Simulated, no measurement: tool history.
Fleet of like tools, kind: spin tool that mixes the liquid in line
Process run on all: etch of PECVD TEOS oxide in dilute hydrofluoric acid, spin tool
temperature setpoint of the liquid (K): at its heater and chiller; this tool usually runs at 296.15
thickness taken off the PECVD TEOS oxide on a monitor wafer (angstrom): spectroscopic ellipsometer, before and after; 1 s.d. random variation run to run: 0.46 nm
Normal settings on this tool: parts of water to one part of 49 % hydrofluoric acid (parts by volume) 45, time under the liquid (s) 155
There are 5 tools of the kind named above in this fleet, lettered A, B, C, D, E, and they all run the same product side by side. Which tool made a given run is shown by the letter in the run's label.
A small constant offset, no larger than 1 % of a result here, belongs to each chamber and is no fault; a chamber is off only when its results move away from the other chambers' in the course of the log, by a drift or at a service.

| run | hour | temperature setpoint of the liquid (K) | parts of water to one part of 49 % hydrofluoric acid (parts by volume) | time under the liquid (s) | hours since the thermometer was replaced | hours since the hydrofluoric acid flow meter was replaced | read-back film thickness of the PECVD TEOS oxide reference wafer, read on the same gauge (nm) | thickness taken off the PECVD TEOS oxide on a monitor wafer (angstrom) |
|---|---|---|---|---|---|---|---|---|
| 1E | 7.5 | 296.15 | 45 | 155 | 458.4 | 473.3 | 89.988 | 511.2 |
| 2D | 16.1 | 296.15 | 45 | 155 | 261.2 | 1200.8 | 89.992 | 495.62 |
| 3A | 24.5 | 296.15 | 45 | 155 | 509.1 | 296.1 | 90.013 | 514.99 |
| 4C | 38.4 | 296.15 | 45 | 155 | 1642.7 | 257.8 | 90.004 | 500.74 |
| 5B | 49.7 | 294.65 | 45 | 155 | 904.9 | 816.3 | 90.004 | 476.43 |
| 6C | 62.7 | 294.65 | 45 | 155 | 1667 | 282.1 | 89.993 | 473.51 |
| 7D | 75.3 | 294.65 | 45 | 155 | 320.4 | 1260 | 90.004 | 468.07 |
| 8A | 89.7 | 294.65 | 45 | 155 | 574.3 | 361.3 | 89.988 | 475.69 |
| 9E | 103 | 294.65 | 45 | 155 | 553.9 | 568.8 | 90.004 | 488.86 |
| 10B | 109.4 | 296.15 | 45 | 155 | 964.6 | 876 | 89.991 | 513.7 |
| 11B | 116 | 296.15 | 45 | 155 | 971.2 | 882.6 | 89.989 | 513.97 |
| 12C | 126.2 | 296.15 | 45 | 155 | 1730.5 | 345.6 | 89.997 | 504.67 |
| 13A | 139.2 | 296.15 | 45 | 155 | 623.8 | 410.8 | 90.007 | 504.95 |
| 14D | 147.8 | 296.15 | 45 | 155 | 392.9 | 1332.5 | 90.018 | 498.16 |
| 15E | 156.4 | 296.15 | 45 | 155 | 607.3 | 622.2 | 89.984 | 509.92 |
| 16E | 167.4 | 296.15 | 45 | 155 | 618.3 | 633.2 | 90.009 | 512.43 |
| 17B | 177.7 | 296.15 | 45 | 155 | 1032.9 | 944.3 | 90.002 | 522.59 |
| 18D | 188.8 | 296.15 | 45 | 155 | 433.9 | 1373.5 | 89.982 | 502.26 |
| 19C | 201.3 | 296.15 | 45 | 155 | 1805.6 | 420.7 | 89.986 | 504.38 |
| 20A | 209.5 | 296.15 | 45 | 155 | 694.1 | 481.1 | 90.011 | 507.9 |
| 21B | 222.8 | 296.15 | 45 | 155 | 1078 | 989.4 | 90.008 | 535.75 |
| 22D | 230.4 | 296.15 | 45 | 155 | 475.5 | 1415.1 | 90.006 | 508.6 |
| 23A | 238.3 | 296.15 | 45 | 155 | 722.9 | 509.9 | 89.985 | 505.97 |
| 24E | 244.8 | 296.15 | 45 | 190 | 695.7 | 710.6 | 90.015 | 622.39 |
|  | 251.2 | chamber E: thermometer replaced |
| 25C | 258.4 | 296.15 | 45 | 190 | 1862.7 | 477.8 | 89.974 | 616.73 |
| 26E | 271.6 | 296.15 | 45 | 190 | 20.4 | 737.4 | 90.004 | 626.13 |
| 27A | 284.3 | 296.15 | 45 | 190 | 768.9 | 555.9 | 90.009 | 627.22 |
| 28B | 297.9 | 296.15 | 45 | 190 | 1153.1 | 1064.5 | 89.995 | 647.52 |
| 29C | 311.7 | 296.15 | 45 | 155 | 1916 | 531.1 | 90.032 | 504.29 |
| 30D | 319.6 | 294.15 | 35 | 155 | 564.7 | 1504.3 | 89.997 | 600.51 |
| 31C | 329.4 | 294.15 | 35 | 155 | 1933.7 | 548.8 | 89.994 | 594.99 |
| 32A | 342 | 294.15 | 35 | 155 | 826.6 | 613.6 | 89.989 | 629.46 |
| 33D | 348.9 | 294.15 | 35 | 155 | 594 | 1533.6 | 89.989 | 594.81 |
| 34E | 356.4 | 294.15 | 35 | 155 | 105.2 | 822.2 | 90.002 | 618.86 |

Does one chamber stand apart from the rest, does the shared gauge drift, or is all well apart from small per-chamber offsets? Give the chamber and the most likely cause, where there is one.

One chamber, B, drifts off from the rest bit by bit.
What lies behind it: hydrofluoric acid flow above the setpoint (%) = 7.08.
With only this log, it may be confused with: liquid hotter than its thermometer reads (K).

Chamber B could run next with any of the 4 candidate recipes listed below; each alters the usual settings, and their results appear as question marks. Which one brings its results back in line with what the other chambers deliver on the usual settings?
Maximum distance from the other chambers' mean on the usual settings for a result to count as in line: thickness taken off the PECVD TEOS oxide on a monitor wafer (angstrom) 16
| 35B-1 | 366.7 | 299.15 | 45 | 155 |  |  |  | ? |
| 35B-2 | 366.7 | 296.15 | 45 | 145 |  |  |  | ? |
| 35B-3 | 366.7 | 295.65 | 45 | 140 |  |  |  | ? |
| 35B-4 | 366.7 | 296.15 | 45 | 165 |  |  |  | ? |

Average result of the remaining chambers running the usual settings: thickness taken off the PECVD TEOS oxide on a monitor wafer (angstrom) 507.39
| run | thickness taken off the PECVD TEOS oxide on a monitor wafer (angstrom) |
|---|---|
| 35B-1 | 619.16 |
| 35B-2 | 510.74 |
| 35B-3 | 482.72 |
| 35B-4 | 581.18 |
With 35B-2, the chamber falls back in line with the rest.

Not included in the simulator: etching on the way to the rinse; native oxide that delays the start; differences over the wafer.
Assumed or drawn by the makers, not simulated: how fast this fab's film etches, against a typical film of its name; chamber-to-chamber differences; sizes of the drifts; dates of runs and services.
